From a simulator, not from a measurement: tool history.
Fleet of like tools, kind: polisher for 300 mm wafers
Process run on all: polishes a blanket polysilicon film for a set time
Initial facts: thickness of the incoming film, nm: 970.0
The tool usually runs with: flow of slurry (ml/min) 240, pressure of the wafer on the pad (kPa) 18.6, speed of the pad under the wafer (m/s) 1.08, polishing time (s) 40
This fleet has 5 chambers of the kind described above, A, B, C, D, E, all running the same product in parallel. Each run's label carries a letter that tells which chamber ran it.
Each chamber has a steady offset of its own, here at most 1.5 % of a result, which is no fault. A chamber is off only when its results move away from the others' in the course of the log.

run   hour  flow of slurry (ml/min)  pressure of the wafer on the pad (kPa)  speed of the pad under the wafer (m/s)  polishing time (s)  wafers polished on this pad  hours since the slurry nozzle was cleaned  hours since the head pressure was calibrated  film removed (angstrom)
 1C    4.8                      240                                    18.6                                    1.08                  40                          149                                      114.7                                         206.8                   3041.8
 2D    9.0                      240                                    18.6                                    1.08                  40                          939                                      218.9                                         267.1                   3012.2
      12.9  -- chamber D: worn pad replaced by a new one
 3E   12.9                      240                                    18.6                                    1.08                  40                          804                                      373.8                                         442.9                   3106.9
      14.4  -- chamber A: worn pad replaced by a new one
      14.8  -- chamber E: slurry nozzle cleaned
 4B   15.9                      240                                    18.6                                    1.08                  40                          425                                      304.3                                         318.1                   3041.7
 5A   20.5                      275                                    18.6                                    1.08                  32                           60                                      463.0                                        1190.9                   2556.0
 6C   23.9                      275                                    18.6                                    1.08                  32                          336                                      133.8                                         225.9                   2425.3
 7D   29.1                      275                                    18.6                                    1.08                  32                          159                                      239.0                                         287.2                   2461.9
      32.4  -- chamber E: worn pad replaced by a new one
 8E   33.5                      275                                    18.6                                    1.08                  32                           11                                       18.7                                         463.5                   2434.9
 9B   36.1                      275                                    18.6                                    1.08                  32                          622                                      324.5                                         338.3                   2459.7
10A   39.9                      240                                    18.6                                    1.08                  40                          249                                      482.4                                        1210.3                   3076.9
11B   42.8                      240                                    18.6                                    1.08                  40                          688                                      331.2                                         345.0                   2985.5
12D   45.3                      240                                    18.6                                    1.08                  40                          317                                      255.2                                         303.4                   3016.6
13E   48.6                      240                                    18.6                                    1.08                  40                          159                                       33.8                                         478.6                   3023.7
14A   53.9                      240                                    18.6                                    1.08                  40                          386                                      496.4                                        1224.3                   3059.0
15C   56.3                      240                                    18.6                                    1.08                  40                          652                                      166.2                                         258.3                   3043.4
      57.6  -- chamber B: head pressure recalibrated
16C   60.8                      240                                    18.6                                    1.08                  40                          696                                      170.7                                         262.8                   2985.1
17B   65.6                      240                                    18.6                                    1.08                  40                          910                                      354.0                                           8.1                   2965.1
18A   69.0                      240                                    18.6                                    1.08                  40                          534                                      511.5                                        1239.4                   3143.1
19E   73.4                      240                                    18.6                                    1.08                  40                          401                                       58.6                                         503.4                   3036.0
      74.7  -- chamber B: slurry nozzle cleaned
20D   78.5                      240                                    18.6                                    1.08                  40                          641                                      288.4                                         336.6                   3013.8
21C   82.9                      240                                    18.6                                    1.08                  40                          912                                      192.8                                         284.9                   3039.5
      83.8  -- chamber C: worn pad replaced by a new one
22E   85.9                      240                                    18.6                                    1.08                  40                          523                                       71.1                                         515.9                   3014.5
23D   88.6                      240                                    18.6                                    1.08                  40                          740                                      298.5                                         346.7                   3066.9
24A   91.4                      240                                    18.6                                    1.08                  40                          753                                      533.9                                        1261.8                   3116.4
25B   94.9                      240                                    18.6                                    1.08                  40                         1197                                       20.2                                          37.4                   2902.4
26D   99.5                      240                                    18.6                                    1.08                  40                          847                                      309.4                                         357.6                   3049.0
27B  104.3                      240                                    18.6                                    1.08                  40                         1289                                       29.6                                          46.8                   2840.8
     107.3  -- chamber D: worn pad replaced by a new one
28A  107.9                      240                                    18.6                                    1.08                  40                          914                                      550.4                                        1278.3                   3105.7
29C  111.6                      240                                    18.6                                    1.08                  40                          272                                      221.5                                         313.6                   3070.3
30E  116.5                      240                                    18.6                                    1.08                  40                          822                                      101.7                                         546.5                   3017.2
31E  120.7                      240                                    18.6                                    1.08                  40                          863                                      105.9                                         550.7                   3096.4
32A  124.1                      240                                    18.6                                    1.08                  40                         1072                                      566.6                                        1294.5                   3123.5
     124.2  -- chamber E: worn pad replaced by a new one
33C  128.2                      240                                    18.6                                    1.08                  40                          434                                      238.1                                         330.2                   3005.0
34D  131.7                      240                                    18.6                                    1.08                  40                          238                                      341.6                                         389.8                   3044.0
35B  136.3                      240                                    18.6                                    1.08                  40                         1601                                       61.6                                          78.8                   2758.8
36E  140.4                      240                                    18.6                                    1.08                  40                          159                                      125.6                                         570.4                   3038.9
37D  143.8                      240                                    18.6                                    1.08                  40                          356                                      353.7                                         401.9                   3003.4

One chamber off, gauge drift, or nothing amiss beyond the chambers' own small offsets? If it is a chamber, which one, and what is the likeliest cause?

One chamber, B, drifts off from the rest bit by bit.
Likeliest cause: removal rate lost through wear of the pad, % = 11.5.

Here are 4 candidates for chamber B's next run, each the usual settings with a change, their results left as question marks. Which one brings its results back in line with what the others give on the usual settings?
Maximum distance from the other chambers' mean on the usual settings for a result to count as in line: film removed (angstrom) 110.0
38B-1  147.8                      240                                    19.3                                    1.12                  42                                                                                                                                              ?
38B-2  147.8                      240                                    18.6                                    1.02                  38                                                                                                                                              ?
38B-3  147.8                      240                                    20.0                                    1.16                  43                                                                                                                                              ?
38B-4  147.8                      240                                    18.6                                    0.88                  40                                                                                                                                              ?

Usual-settings mean across the other chambers: film removed (angstrom) 3054.9
  run  film removed (angstrom)
38B-1                   3082.3
38B-2                   2453.8
38B-3                   3381.7
38B-4                   2234.1
Change 38B-1 lands the chamber within the allowed miss of the other chambers.
